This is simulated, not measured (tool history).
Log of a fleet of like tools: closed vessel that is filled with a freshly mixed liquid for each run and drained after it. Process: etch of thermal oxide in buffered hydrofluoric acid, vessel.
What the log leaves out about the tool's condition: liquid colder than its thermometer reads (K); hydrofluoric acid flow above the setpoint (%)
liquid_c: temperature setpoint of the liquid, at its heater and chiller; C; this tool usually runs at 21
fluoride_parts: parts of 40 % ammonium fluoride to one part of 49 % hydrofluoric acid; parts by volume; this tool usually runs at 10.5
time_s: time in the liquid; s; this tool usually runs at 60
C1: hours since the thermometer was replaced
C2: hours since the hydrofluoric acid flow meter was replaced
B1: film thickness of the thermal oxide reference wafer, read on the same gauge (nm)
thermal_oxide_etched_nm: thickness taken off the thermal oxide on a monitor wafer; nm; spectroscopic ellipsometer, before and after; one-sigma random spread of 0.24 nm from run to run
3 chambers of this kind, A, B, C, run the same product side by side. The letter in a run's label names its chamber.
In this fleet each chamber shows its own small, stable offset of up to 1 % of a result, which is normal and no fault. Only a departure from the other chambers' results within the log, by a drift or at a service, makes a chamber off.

Run 1C, hour 7.6: usual settings; C1 2826.5; C2 977.0; B1 130.00. Result: thermal_oxide_etched_nm 54.735 nm.
Run 2B, hour 18.8: usual settings; C1 920.7; C2 1852.7; B1 129.99. Result: thermal_oxide_etched_nm 55.160 nm.
Run 3A, hour 25.8: usual settings; C1 991.8; C2 1636.6; B1 130.00. Result: thermal_oxide_etched_nm 54.946 nm.
Run 4C, hour 33.1: usual settings; C1 2852.0; C2 1002.5; B1 130.02. Result: thermal_oxide_etched_nm 55.158 nm.
Run 5B, hour 42.2: usual settings; C1 944.1; C2 1876.1; B1 130.04. Result: thermal_oxide_etched_nm 54.617 nm.
Run 6A, hour 54.6: usual settings but liquid_c 17 C, time_s 40 s; C1 1020.6; C2 1665.4; B1 130.05. Result: thermal_oxide_etched_nm 29.183 nm.
Run 7A, hour 61.2: usual settings but liquid_c 17 C, time_s 40 s; C1 1027.2; C2 1672.0; B1 130.02. Result: thermal_oxide_etched_nm 29.493 nm.
Run 8B, hour 67.9: usual settings but liquid_c 17 C, time_s 40 s; C1 969.8; C2 1901.8; B1 129.99. Result: thermal_oxide_etched_nm 28.915 nm.
Run 9C, hour 76.9: usual settings but liquid_c 24 C; C1 2895.8; C2 1046.3; B1 130.03. Result: thermal_oxide_etched_nm 65.039 nm.
Run 10C, hour 88.0: usual settings but liquid_c 24 C; C1 2906.9; C2 1057.4; B1 130.03. Result: thermal_oxide_etched_nm 64.920 nm.
Run 11B, hour 98.8: usual settings but liquid_c 24 C; C1 1000.7; C2 1932.7; B1 129.99. Result: thermal_oxide_etched_nm 64.462 nm.
At hour 100.2: chamber C: thermometer replaced.
Run 12A, hour 104.9: usual settings; C1 1070.9; C2 1715.7; B1 130.00. Result: thermal_oxide_etched_nm 55.148 nm.
Run 13C, hour 116.4: usual settings; C1 16.2; C2 1085.8; B1 130.00. Result: thermal_oxide_etched_nm 54.889 nm.
Run 14B, hour 123.3: usual settings; C1 1025.2; C2 1957.2; B1 129.99. Result: thermal_oxide_etched_nm 54.705 nm.
Run 15A, hour 134.7: usual settings; C1 1100.7; C2 1745.5; B1 129.99. Result: thermal_oxide_etched_nm 55.181 nm.
Run 16B, hour 145.1: usual settings; C1 1047.0; C2 1979.0; B1 130.05. Result: thermal_oxide_etched_nm 54.715 nm.
Run 17C, hour 150.8: usual settings; C1 50.6; C2 1120.2; B1 130.00. Result: thermal_oxide_etched_nm 54.776 nm.
Run 18A, hour 157.9: usual settings; C1 1123.9; C2 1768.7; B1 129.98. Result: thermal_oxide_etched_nm 55.134 nm.
Run 19B, hour 163.3: usual settings but time_s 90 s; C1 1065.2; C2 1997.2; B1 129.98. Result: thermal_oxide_etched_nm 82.972 nm.
Run 20C, hour 172.9: usual settings but time_s 90 s; C1 72.7; C2 1142.3; B1 129.99. Result: thermal_oxide_etched_nm 83.127 nm.
Run 21A, hour 178.9: usual settings but time_s 90 s; C1 1144.9; C2 1789.7; B1 130.00. Result: thermal_oxide_etched_nm 82.953 nm.
Run 22C, hour 187.3: usual settings but fluoride_parts 12.0 parts by volume; C1 87.1; C2 1156.7; B1 130.00. Result: thermal_oxide_etched_nm 48.354 nm.
Run 23B, hour 193.8: usual settings but fluoride_parts 12.0 parts by volume; C1 1095.7; C2 2027.7; B1 129.99. Result: thermal_oxide_etched_nm 48.048 nm.
Run 24A, hour 203.5: usual settings but fluoride_parts 12.0 parts by volume; C1 1169.5; C2 1814.3; B1 130.00. Result: thermal_oxide_etched_nm 48.000 nm.
Run 25A, hour 210.0: usual settings; C1 1176.0; C2 1820.8; B1 130.00. Result: thermal_oxide_etched_nm 55.009 nm.
Run 26C, hour 215.8: usual settings; C1 115.6; C2 1185.2; B1 130.03. Result: thermal_oxide_etched_nm 55.063 nm.
Run 27B, hour 225.4: usual settings; C1 1127.3; C2 2059.3; B1 130.00. Result: thermal_oxide_etched_nm 55.377 nm.
Run 28C, hour 231.5: usual settings; C1 131.3; C2 1200.9; B1 130.00. Result: thermal_oxide_etched_nm 55.148 nm.
At hour 233.7: chamber C: hydrofluoric acid flow meter replaced.
Run 29B, hour 240.4: usual settings; C1 1142.3; C2 2074.3; B1 129.99. Result: thermal_oxide_etched_nm 54.796 nm.
Run 30A, hour 246.2: usual settings; C1 1212.2; C2 1857.0; B1 130.01. Result: thermal_oxide_etched_nm 55.369 nm.
Run 31A, hour 256.2: usual settings but time_s 75 s; C1 1222.2; C2 1867.0; B1 130.00. Result: thermal_oxide_etched_nm 68.701 nm.
Run 32B, hour 267.7: usual settings but time_s 75 s; C1 1169.6; C2 2101.6; B1 130.00. Result: thermal_oxide_etched_nm 68.679 nm.
Run 33C, hour 277.4: usual settings but time_s 75 s; C1 177.2; C2 43.7; B1 130.02. Result: thermal_oxide_etched_nm 68.559 nm.
Run 34C, hour 286.7: usual settings but fluoride_parts 12.5 parts by volume, time_s 30 s; C1 186.5; C2 53.0; B1 130.03. Result: thermal_oxide_etched_nm 23.010 nm.
Run 35A, hour 292.9: usual settings but fluoride_parts 12.5 parts by volume, time_s 30 s; C1 1258.9; C2 1903.7; B1 130.03. Result: thermal_oxide_etched_nm 23.227 nm.
Run 36B, hour 302.9: usual settings but fluoride_parts 12.5 parts by volume, time_s 30 s; C1 1204.8; C2 2136.8; B1 130.02. Result: thermal_oxide_etched_nm 23.006 nm.
Run 37A, hour 308.7: usual settings; C1 1274.7; C2 1919.5; B1 130.00. Result: thermal_oxide_etched_nm 54.729 nm.
Run 38C, hour 318.3: usual settings; C1 218.1; C2 84.6; B1 129.98. Result: thermal_oxide_etched_nm 54.749 nm.
At hour 326.9: chamber A: hydrofluoric acid flow meter replaced.
Run 39B, hour 326.9: usual settings; C1 1228.8; C2 2160.8; B1 130.00. Result: thermal_oxide_etched_nm 54.573 nm.
Run 40A, hour 332.4: usual settings; C1 1298.4; C2 5.6; B1 129.99. Result: thermal_oxide_etched_nm 54.914 nm.
Run 41B, hour 341.3: usual settings; C1 1243.2; C2 2175.2; B1 129.97. Result: thermal_oxide_etched_nm 54.820 nm.
Run 42C, hour 352.4: usual settings; C1 252.2; C2 118.7; B1 130.02. Result: thermal_oxide_etched_nm 54.997 nm.
Run 43B, hour 363.5: usual settings; C1 1265.4; C2 2197.4; B1 130.03. Result: thermal_oxide_etched_nm 54.980 nm.

The same settings go to every chamber for the next run, one line per chamber below. Forecast the results for each:
Run 44A, hour 372.4: usual settings. Result: thermal_oxide_etched_nm ?.
Run 44B, hour 372.4: usual settings. Result: thermal_oxide_etched_nm ?.
Run 44C, hour 372.4: usual settings. Result: thermal_oxide_etched_nm ?.

run  thermal_oxide_etched_nm
44A                   55.353
44B                   54.439
44C                   54.939
